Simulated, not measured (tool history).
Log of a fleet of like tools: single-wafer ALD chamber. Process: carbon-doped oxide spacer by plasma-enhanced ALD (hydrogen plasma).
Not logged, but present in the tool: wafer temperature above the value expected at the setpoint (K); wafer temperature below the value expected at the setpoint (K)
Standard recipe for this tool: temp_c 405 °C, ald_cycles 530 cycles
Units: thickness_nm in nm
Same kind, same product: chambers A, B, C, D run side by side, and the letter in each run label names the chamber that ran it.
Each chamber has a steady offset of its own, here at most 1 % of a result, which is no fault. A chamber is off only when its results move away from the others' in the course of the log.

run   hour  temp_c  ald_cycles  hours since the last thermocouple change  read-back reference wafer on the same gauge, thickness_nm  thickness_nm
 1C    7.8     405         530                                    1075.4                                                     26.904        26.243
 2D   16.1     405         530                                      83.4                                                     26.907        26.025
 3B   22.8     405         530                                     279.1                                                     26.886        25.881
 4A     32     405         530                                    1242.3                                                     26.899        26.192
 5D   39.1     405         530                                     106.4                                                     26.908        25.929
 6B   46.4     405         530                                     302.7                                                     26.894        25.965
 7C   51.4     405         530                                      1119                                                     26.912        26.144
 8A   56.4     405         530                                    1266.7                                                     26.909        26.186
 9B   62.8     405         530                                     319.1                                                     26.893        25.903
10C   69.1     405         530                                    1136.7                                                     26.911        26.212
11D     74     405         530                                     141.3                                                     26.901        25.953
12A   80.8     413         498                                    1291.1                                                     26.903        24.074
13C   90.3     413         498                                    1157.9                                                     26.895        23.969
14D   98.6     413         498                                     165.9                                                     26.905        23.794
15B  103.4     413         498                                     359.7                                                     26.893        23.721
     103.8  -- chamber C: thermocouple changed; heater temperature recalibrated
16A  111.6     405         530                                    1321.9                                                     26.913        26.122
17C    118     397         459                                      14.2                                                     26.897        23.025
18B  122.9     397         459                                     379.2                                                     26.915        22.827
19D    132     397         459                                     199.3                                                     26.902        22.905
20A  140.3     397         459                                    1350.6                                                     26.889        22.984
21C  144.9     405         530                                      41.1                                                     26.901         26.16
22A  151.8     405         530                                    1362.1                                                     26.891        26.069
23B  156.7     405         530                                       413                                                     26.908        25.836
24D  166.5     405         530                                     233.8                                                     26.873        26.017
25C    172     405         530                                      68.2                                                     26.894        26.126
26B  179.1     405         530                                     435.4                                                     26.909        25.884
27D  188.2     405         530                                     255.5                                                     26.895        25.894
28A  194.6     405         530                                    1404.9                                                     26.916        26.242
29B  199.5     405         530                                     455.8                                                     26.897        25.925
30D  203.8     405         530                                     271.1                                                     26.906        25.953
31A  210.9     405         530                                    1421.2                                                     26.907        26.237
32C  217.2     405         530                                     113.4                                                      26.88        26.193
33B  223.6     405         530                                     479.9                                                     26.901        25.963
34A  231.8     405         530                                    1442.1                                                     26.898        26.093

Next, every chamber runs the same settings. What will each give?
35A  238.8     405         530                                                                                                                  ?
35B  238.8     405         530                                                                                                                  ?
35C  238.8     405         530                                                                                                                  ?
35D  238.8     405         530                                                                                                                  ?

run  thickness_nm
35A        26.296
35B        25.933
35C        26.154
35D        25.895
